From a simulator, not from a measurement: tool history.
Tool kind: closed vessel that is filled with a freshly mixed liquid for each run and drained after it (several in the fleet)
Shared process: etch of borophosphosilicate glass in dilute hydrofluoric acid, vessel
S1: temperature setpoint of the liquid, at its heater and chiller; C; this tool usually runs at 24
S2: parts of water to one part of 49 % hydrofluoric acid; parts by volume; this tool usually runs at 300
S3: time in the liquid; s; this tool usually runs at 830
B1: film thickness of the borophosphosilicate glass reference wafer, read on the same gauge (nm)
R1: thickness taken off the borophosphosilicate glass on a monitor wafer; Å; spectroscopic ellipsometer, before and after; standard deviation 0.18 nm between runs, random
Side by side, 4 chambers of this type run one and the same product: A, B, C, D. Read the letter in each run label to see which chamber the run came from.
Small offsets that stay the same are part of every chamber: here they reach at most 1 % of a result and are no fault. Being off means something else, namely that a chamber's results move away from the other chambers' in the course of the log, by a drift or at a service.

run,day,S1,S2,S3,B1,R1
1D,0.138,24,300,830,120.01,583.08
2A,0.329,24,300,830,119.99,572.36
3C,0.5,24,300,830,120.03,574.55
4B,0.662,24,300,830,120.03,580.29
5C,0.888,24,300,830,119.96,574.5
6A,1.104,24,300,830,119.99,573.86
7B,1.279,24,300,830,120.05,577.64
8D,1.471,24,300,830,120.01,584.09
9B,1.696,27.5,300,830,120,648.4
10D,1.962,27.5,300,830,119.98,653.13
11A,2.092,27.5,300,830,120.01,646.97
12C,2.238,27.5,300,830,120,647.33
13B,2.475,24,300,830,120,578.29
14C,2.7,21.5,300,830,120.04,521.84
15D,2.817,21.5,300,830,119.99,532.54
# day 2.921: chamber C: hydrofluoric acid flow meter replaced
16A,2.967,21.5,300,830,119.95,527.64
17D,3.204,21.5,300,830,119.97,533.22
18B,3.446,24,300,830,119.99,577.48
19A,3.658,24,300,830,119.98,573.41
20C,3.912,24,300,830,120.01,573.41
21B,4.167,24,300,830,120.02,578.02
22A,4.433,24,300,830,120,573.14
23C,4.658,24,300,830,119.97,569.31
24D,4.929,24,300,830,120.05,582.32
25A,5.15,24,300,830,119.98,573.39
26B,5.35,20,300,830,119.98,499.33
27D,5.562,20,300,830,119.97,505.3
28C,5.692,20,300,830,120.01,496.67
29D,5.867,20,300,830,120.02,507.98
30A,6.062,24,300,830,119.99,572.35
31B,6.3,24,300,830,120.03,581.14
32C,6.429,24,300,830,119.97,571.48
# day 6.575: chamber D: hydrofluoric acid flow meter replaced
33D,6.642,24,300,445,120.03,311.83
34A,6.779,24,300,445,120.01,308.56
35B,6.971,24,300,445,120,310.7
36C,7.146,24,300,445,119.97,307.64
37A,7.4,24,300,830,119.99,570.54

The same settings go to every chamber for the next run, one line per chamber below. Forecast the results for each:
38A,7.592,24,300,830,,?
38B,7.592,24,300,830,,?
38C,7.592,24,300,830,,?
38D,7.592,24,300,830,,?

run,R1
38A,574.1
38B,578.26
38C,575.99
38D,579.85
